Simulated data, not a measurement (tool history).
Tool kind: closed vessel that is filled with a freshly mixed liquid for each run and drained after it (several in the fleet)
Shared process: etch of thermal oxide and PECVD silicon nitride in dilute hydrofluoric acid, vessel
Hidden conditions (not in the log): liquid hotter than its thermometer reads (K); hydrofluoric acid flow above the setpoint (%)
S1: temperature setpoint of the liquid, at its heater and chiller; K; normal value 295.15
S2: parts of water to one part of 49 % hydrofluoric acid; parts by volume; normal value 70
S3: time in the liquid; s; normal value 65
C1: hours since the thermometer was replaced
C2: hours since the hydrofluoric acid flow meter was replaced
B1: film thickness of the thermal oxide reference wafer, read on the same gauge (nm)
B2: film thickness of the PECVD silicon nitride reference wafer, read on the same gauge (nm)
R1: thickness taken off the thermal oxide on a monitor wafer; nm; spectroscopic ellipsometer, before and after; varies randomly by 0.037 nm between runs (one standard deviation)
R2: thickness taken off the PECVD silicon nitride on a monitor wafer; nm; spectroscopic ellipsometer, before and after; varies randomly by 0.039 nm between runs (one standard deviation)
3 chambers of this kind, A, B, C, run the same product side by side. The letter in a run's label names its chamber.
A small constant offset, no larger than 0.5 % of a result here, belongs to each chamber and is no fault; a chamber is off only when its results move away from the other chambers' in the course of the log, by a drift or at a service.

run,day,S1,S2,S3,C1,C2,B1,B2,R1,R2
1B,0.192,295.15,70,65,502,206.1,89.973,69.949,4.2289,1.5288
2A,0.471,295.15,70,65,801.5,1138.5,90.01,70.011,4.2298,1.6421
3C,0.829,295.15,70,65,1568.6,726.3,90.025,69.993,4.1731,1.5145
4A,1.05,295.15,70,65,815.4,1152.4,89.987,69.973,4.2426,1.5362
5B,1.321,295.15,70,65,529.1,233.2,89.972,69.995,4.1173,1.5205
6C,1.662,295.15,70,80,1588.6,746.3,89.969,70.015,5.118,1.9051
7A,2.021,295.15,70,80,838.7,1175.7,90.009,69.993,5.2007,1.9429
8C,2.396,295.15,70,80,1606.2,763.9,89.99,70.011,5.1955,1.9576
# day 2.608: chamber B: thermometer replaced
9B,2.654,295.15,70,65,1.2,265.2,89.996,69.959,4.2326,1.5556
10C,2.858,295.15,70,65,1617.3,775,89.968,69.971,4.2196,1.5247
11B,3.15,295.15,70,65,13.1,277.1,90.003,69.959,4.2131,1.5523
12A,3.321,295.15,70,65,869.9,1206.9,90.009,70.016,4.2068,1.5222
13A,3.554,295.15,70,65,875.5,1212.5,89.981,70.054,4.2284,1.5752
14C,3.771,295.15,70,65,1639.2,796.9,89.976,69.957,4.2067,1.5207
15B,4.129,295.15,70,65,36.6,300.6,90.009,70.028,4.219,1.554
16B,4.383,295.15,70,65,42.7,306.7,89.991,70.005,4.2506,1.5528
17C,4.629,292.15,55,65,1659.8,817.5,90.027,70.011,4.7359,1.6685
18A,4.792,292.15,55,65,905.2,1242.2,90.003,70.016,4.8662,1.6776
# day 4.975: chamber C: hydrofluoric acid flow meter replaced
19C,5.1,292.15,55,65,1671.1,3.1,90.036,69.985,4.8428,1.5487
20A,5.333,295.15,70,65,918.2,1255.2,90.001,69.975,4.2647,1.5924
21B,5.517,295.15,70,65,69.9,333.9,89.996,69.991,4.1822,1.5553
22A,5.871,295.15,70,65,931.1,1268.1,90.008,69.992,4.3261,1.7315
23B,6.088,295.15,70,65,83.6,347.6,90.007,69.977,4.195,1.5193
24C,6.446,295.15,70,65,1703.4,35.4,90.011,69.996,4.1912,1.5245
25B,6.642,295.15,70,65,96.9,360.9,89.998,70.009,4.1996,1.4803
26C,6.946,295.15,70,65,1715.4,47.4,90.027,69.958,4.1685,1.5981
27A,7.254,298.65,70,30,964.3,1301.3,89.992,69.995,2.38,0.94936
28A,7.462,298.65,70,30,969.3,1306.3,89.99,70.027,2.3798,0.94743
29C,7.708,298.65,70,30,1733.7,65.7,90.004,69.993,2.2252,0.91438
30B,8.075,295.15,70,65,131.3,395.3,89.992,70.009,4.1758,1.5585
31A,8.425,295.15,70,65,992.4,1329.4,90.028,70,4.4786,1.6654

Does one chamber stand apart from the rest, does the shared gauge drift, or is all well apart from small per-chamber offsets? Give the chamber and the most likely cause, where there is one.

It is chamber A that slowly wanders off from its peers.
Cause: hydrofluoric acid flow above the setpoint (%) = 6.25.

Chamber A could run next with any of the 4 candidate recipes listed below; each alters the usual settings, and their results appear as question marks. Which one brings its results back in line with what the other chambers deliver on the usual settings?
In line means no further than this from the other chambers' mean on the usual settings: R1 0.13 nm; R2 0.14 nm
32A-1,8.692,294.65,65,70,,,,,?,?
32A-2,8.692,295.15,70,60,,,,,?,?
32A-3,8.692,295.15,70,70,,,,,?,?
32A-4,8.692,295.65,75,60,,,,,?,?

The other chambers' mean on the usual settings: R1 4.1911 nm; R2 1.5635 nm
run,R1,R2
32A-1,5.1417,1.8534
32A-2,4.1555,1.5288
32A-3,4.848,1.7836
32A-4,3.9378,1.4782
32A-2 puts the chamber back in line with the other chambers.
